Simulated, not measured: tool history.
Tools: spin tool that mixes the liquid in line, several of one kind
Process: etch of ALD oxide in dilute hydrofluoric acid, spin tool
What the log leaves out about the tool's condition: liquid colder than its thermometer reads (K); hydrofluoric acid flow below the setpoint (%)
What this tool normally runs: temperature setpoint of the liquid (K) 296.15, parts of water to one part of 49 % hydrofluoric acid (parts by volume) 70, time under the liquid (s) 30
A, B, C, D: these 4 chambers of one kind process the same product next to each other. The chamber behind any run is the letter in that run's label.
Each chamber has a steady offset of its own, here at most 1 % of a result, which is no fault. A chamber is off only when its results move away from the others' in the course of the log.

run   hour  temperature setpoint of the liquid (K)  parts of water to one part of 49 % hydrofluoric acid (parts by volume)  time under the liquid (s)  hours since the thermometer was replaced  hours since the hydrofluoric acid flow meter was replaced  read-back film thickness of the ALD oxide reference wafer, read on the same gauge (nm)  thickness taken off the ALD oxide on a monitor wafer (angstrom)
 1C    7.1                                  296.15                                                                      70                         30                                     433.3                                                     1713.5                                                                                  40.000                                                          128.360
 2B   12.4                                  296.15                                                                      70                         30                                     759.5                                                      234.2                                                                                  39.989                                                          128.270
 3D   16.2                                  296.15                                                                      70                         30                                      29.6                                                      776.7                                                                                  39.993                                                          127.720
 4A   22.9                                  296.15                                                                      70                         30                                    1778.9                                                     1316.3                                                                                  40.005                                                          128.280
 5D   29.0                                  296.15                                                                      70                         30                                      42.4                                                      789.5                                                                                  40.007                                                          127.440
 6A   36.1                                  296.15                                                                      70                         30                                    1792.1                                                     1329.5                                                                                  39.995                                                          128.460
 7C   41.8                                  296.15                                                                      70                         30                                     468.0                                                     1748.2                                                                                  39.972                                                          128.270
 8B   45.6                                  296.15                                                                      70                         30                                     792.7                                                      267.4                                                                                  40.002                                                          128.430
 9B   51.4                                  296.15                                                                      70                         30                                     798.5                                                      273.2                                                                                  39.998                                                          130.810
10D   57.3                                  296.15                                                                      70                         30                                      70.7                                                      817.8                                                                                  40.004                                                          127.220
11C   61.1                                  296.15                                                                      70                         30                                     487.3                                                     1767.5                                                                                  40.009                                                          128.640
12A   65.1                                  296.15                                                                      70                         30                                    1821.1                                                     1358.5                                                                                  40.009                                                          126.360
13B   69.0                                  299.15                                                                      70                         20                                     816.1                                                      290.8                                                                                  39.996                                                           97.923
14D   75.4                                  299.15                                                                      70                         20                                      88.8                                                      835.9                                                                                  39.997                                                           96.860
15A   81.1                                  299.15                                                                      70                         20                                    1837.1                                                     1374.5                                                                                  40.010                                                           94.422
16C   86.1                                  299.15                                                                      70                         20                                     512.3                                                     1792.5                                                                                  40.025                                                           96.252
17D   91.9                                  296.15                                                                      70                         30                                     105.3                                                      852.4                                                                                  40.032                                                          127.650
18B   97.4                                  296.15                                                                      70                         30                                     844.5                                                      319.2                                                                                  39.984                                                          128.860
19C  103.0                                  296.15                                                                      70                         30                                     529.2                                                     1809.4                                                                                  39.995                                                          127.670
20A  106.9                                  296.15                                                                      70                         30                                    1862.9                                                     1400.3                                                                                  39.997                                                          124.810
21A  110.1                                  296.15                                                                      70                         30                                    1866.1                                                     1403.5                                                                                  40.005                                                          123.880
22D  115.9                                  296.15                                                                      70                         30                                     129.3                                                      876.4                                                                                  40.007                                                          126.690
23C  122.5                                  296.15                                                                      70                         30                                     548.7                                                     1828.9                                                                                  39.991                                                          128.870
24B  126.5                                  299.65                                                                      70                         30                                     873.6                                                      348.3                                                                                  39.991                                                          147.930
25D  133.6                                  299.65                                                                      70                         30                                     147.0                                                      894.1                                                                                  40.013                                                          147.510
26B  139.9                                  299.65                                                                      70                         30                                     887.0                                                      361.7                                                                                  39.992                                                          147.750
27A  143.3                                  299.65                                                                      70                         30                                    1899.3                                                     1436.7                                                                                  40.023                                                          140.480
28C  148.7                                  294.15                                                                      70                         30                                     574.9                                                     1855.1                                                                                  39.986                                                          118.140
     150.3  -- chamber B: thermometer replaced
29C  153.1                                  294.15                                                                      70                         30                                     579.3                                                     1859.5                                                                                  40.027                                                          117.930
30B  160.1                                  294.15                                                                      70                         30                                       9.9                                                      381.9                                                                                  40.022                                                          117.790

All chambers now run identical settings, listed one chamber a line with results as question marks. What results will each chamber show?
31A  165.2                                  296.15                                                                      70                         30                                                                                                                                                                                                                                                             ?
31B  165.2                                  296.15                                                                      70                         30                                                                                                                                                                                                                                                             ?
31C  165.2                                  296.15                                                                      70                         30                                                                                                                                                                                                                                                             ?
31D  165.2                                  296.15                                                                      70                         30                                                                                                                                                                                                                                                             ?

run  thickness taken off the ALD oxide on a monitor wafer (angstrom)
31A                                                          120.120
31B                                                          129.710
31C                                                          128.640
31D                                                          126.710

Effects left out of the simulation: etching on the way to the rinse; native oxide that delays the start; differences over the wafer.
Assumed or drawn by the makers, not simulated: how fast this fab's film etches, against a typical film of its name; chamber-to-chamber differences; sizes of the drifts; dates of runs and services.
